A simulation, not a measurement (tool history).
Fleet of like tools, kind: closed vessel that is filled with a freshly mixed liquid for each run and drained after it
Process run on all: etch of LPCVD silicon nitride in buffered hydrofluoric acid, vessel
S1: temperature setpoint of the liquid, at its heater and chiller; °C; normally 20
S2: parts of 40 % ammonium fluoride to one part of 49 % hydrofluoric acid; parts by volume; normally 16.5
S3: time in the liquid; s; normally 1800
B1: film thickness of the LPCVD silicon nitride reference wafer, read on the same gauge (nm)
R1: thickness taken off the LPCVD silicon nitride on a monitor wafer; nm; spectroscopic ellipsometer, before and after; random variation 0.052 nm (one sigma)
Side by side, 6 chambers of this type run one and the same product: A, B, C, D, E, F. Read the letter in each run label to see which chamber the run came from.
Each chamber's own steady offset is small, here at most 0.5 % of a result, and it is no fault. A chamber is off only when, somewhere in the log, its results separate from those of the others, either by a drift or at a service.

{"run": "1E", "hour": 8.1, "S1": 20, "S2": 16.5, "S3": 1800, "B1": 70.011, "R1": 12.265}
{"run": "2B", "hour": 17.5, "S1": 20, "S2": 16.5, "S3": 1800, "B1": 69.963, "R1": 12.142}
{"run": "3A", "hour": 28.3, "S1": 20, "S2": 16.5, "S3": 1800, "B1": 69.998, "R1": 12.128}
{"run": "4F", "hour": 37.8, "S1": 20, "S2": 16.5, "S3": 1800, "B1": 69.99, "R1": 12.167}
{"run": "5C", "hour": 50.5, "S1": 20, "S2": 16.5, "S3": 1800, "B1": 69.96, "R1": 12.194}
{"run": "6D", "hour": 59.0, "S1": 20, "S2": 16.5, "S3": 1800, "B1": 70.02, "R1": 12.322}
{"run": "7F", "hour": 69.3, "S1": 20, "S2": 16.5, "S3": 1800, "B1": 70.002, "R1": 12.236}
{"run": "8B", "hour": 77.7, "S1": 20, "S2": 16.5, "S3": 1800, "B1": 70.015, "R1": 12.248}
{"run": "9D", "hour": 84.1, "S1": 20, "S2": 16.5, "S3": 1800, "B1": 70.016, "R1": 12.326}
{"run": "10A", "hour": 92.0, "S1": 20, "S2": 16.5, "S3": 1800, "B1": 70.015, "R1": 12.343}
{"run": "11C", "hour": 101.7, "S1": 20, "S2": 14.5, "S3": 1800, "B1": 70.0, "R1": 13.85}
{"run": "12E", "hour": 110.0, "S1": 20, "S2": 14.5, "S3": 1800, "B1": 70.026, "R1": 13.771}
{"run": "13A", "hour": 116.0, "S1": 20, "S2": 14.5, "S3": 1800, "B1": 69.959, "R1": 13.796}
{"run": "14F", "hour": 127.4, "S1": 20, "S2": 14.5, "S3": 1800, "B1": 70.025, "R1": 13.831}
{"run": "15C", "hour": 137.8, "S1": 20, "S2": 14.5, "S3": 1800, "B1": 69.976, "R1": 13.837}
{"run": "16D", "hour": 146.2, "S1": 20, "S2": 14.5, "S3": 1800, "B1": 69.963, "R1": 13.967}
{"run": "17E", "hour": 158.8, "S1": 20, "S2": 16.5, "S3": 1800, "B1": 69.99, "R1": 12.08}
{"hour": 165.0, "done": "chamber B: thermometer replaced"}
{"run": "18B", "hour": 166.9, "S1": 20, "S2": 16.5, "S3": 1800, "B1": 70.044, "R1": 12.17}
{"run": "19E", "hour": 175.8, "S1": 20, "S2": 16.5, "S3": 1800, "B1": 69.982, "R1": 11.982}
{"hour": 179.8, "done": "chamber F: thermometer replaced"}
{"run": "20F", "hour": 187.4, "S1": 20, "S2": 16.5, "S3": 1800, "B1": 70.007, "R1": 12.263}
{"run": "21D", "hour": 196.4, "S1": 20, "S2": 19.0, "S3": 795, "B1": 69.955, "R1": 4.7014}
{"hour": 198.8, "done": "chamber F: hydrofluoric acid flow meter replaced"}
{"run": "22A", "hour": 203.7, "S1": 20, "S2": 19.0, "S3": 795, "B1": 70.002, "R1": 4.6786}
{"run": "23B", "hour": 213.0, "S1": 20, "S2": 19.0, "S3": 795, "B1": 69.997, "R1": 4.7284}
{"run": "24C", "hour": 222.5, "S1": 20, "S2": 19.0, "S3": 795, "B1": 69.937, "R1": 4.6984}
{"hour": 226.8, "done": "chamber A: hydrofluoric acid flow meter replaced"}
{"run": "25F", "hour": 230.8, "S1": 20, "S2": 19.0, "S3": 795, "B1": 70.012, "R1": 4.709}
{"run": "26B", "hour": 239.0, "S1": 20, "S2": 19.0, "S3": 795, "B1": 70.046, "R1": 4.6838}
{"run": "27E", "hour": 250.3, "S1": 20, "S2": 16.5, "S3": 1800, "B1": 70.034, "R1": 11.861}
{"run": "28A", "hour": 261.8, "S1": 20, "S2": 16.5, "S3": 1800, "B1": 70.005, "R1": 12.219}
{"run": "29C", "hour": 272.6, "S1": 20, "S2": 11.0, "S3": 2415, "B1": 69.97, "R1": 24.197}
{"run": "30D", "hour": 281.3, "S1": 20, "S2": 11.0, "S3": 2415, "B1": 70.012, "R1": 24.862}
{"run": "31B", "hour": 290.9, "S1": 20, "S2": 11.0, "S3": 2415, "B1": 69.968, "R1": 24.527}
{"run": "32A", "hour": 298.1, "S1": 20, "S2": 11.0, "S3": 2415, "B1": 69.991, "R1": 24.397}
{"hour": 307.2, "done": "chamber C: thermometer replaced"}
{"run": "33E", "hour": 310.2, "S1": 20, "S2": 11.0, "S3": 2415, "B1": 69.98, "R1": 23.836}
{"run": "34D", "hour": 322.6, "S1": 20, "S2": 11.0, "S3": 2415, "B1": 70.026, "R1": 24.773}
{"run": "35F", "hour": 334.8, "S1": 20, "S2": 16.5, "S3": 1800, "B1": 70.003, "R1": 12.145}
{"run": "36C", "hour": 341.1, "S1": 20, "S2": 16.5, "S3": 1800, "B1": 69.98, "R1": 12.313}
{"run": "37F", "hour": 349.3, "S1": 20, "S2": 16.5, "S3": 1800, "B1": 69.986, "R1": 12.119}
{"run": "38B", "hour": 360.6, "S1": 20, "S2": 16.5, "S3": 1800, "B1": 70.009, "R1": 12.27}
{"run": "39A", "hour": 369.4, "S1": 20, "S2": 16.5, "S3": 1800, "B1": 70.006, "R1": 12.272}
{"run": "40C", "hour": 382.1, "S1": 20, "S2": 16.5, "S3": 1800, "B1": 69.967, "R1": 12.223}

All chambers now run identical settings, listed one chamber a line with results as question marks. What results will each chamber show?
{"run": "41A", "hour": 391.3, "S1": 20, "S2": 16.5, "S3": 1800, "R1": "?"}
{"run": "41B", "hour": 391.3, "S1": 20, "S2": 16.5, "S3": 1800, "R1": "?"}
{"run": "41C", "hour": 391.3, "S1": 20, "S2": 16.5, "S3": 1800, "R1": "?"}
{"run": "41D", "hour": 391.3, "S1": 20, "S2": 16.5, "S3": 1800, "R1": "?"}
{"run": "41E", "hour": 391.3, "S1": 20, "S2": 16.5, "S3": 1800, "R1": "?"}
{"run": "41F", "hour": 391.3, "S1": 20, "S2": 16.5, "S3": 1800, "R1": "?"}

run=41A R1=12.2210
run=41B R1=12.2760
run=41C R1=12.2290
run=41D R1=12.2110
run=41E R1=11.7230
run=41F R1=12.2070

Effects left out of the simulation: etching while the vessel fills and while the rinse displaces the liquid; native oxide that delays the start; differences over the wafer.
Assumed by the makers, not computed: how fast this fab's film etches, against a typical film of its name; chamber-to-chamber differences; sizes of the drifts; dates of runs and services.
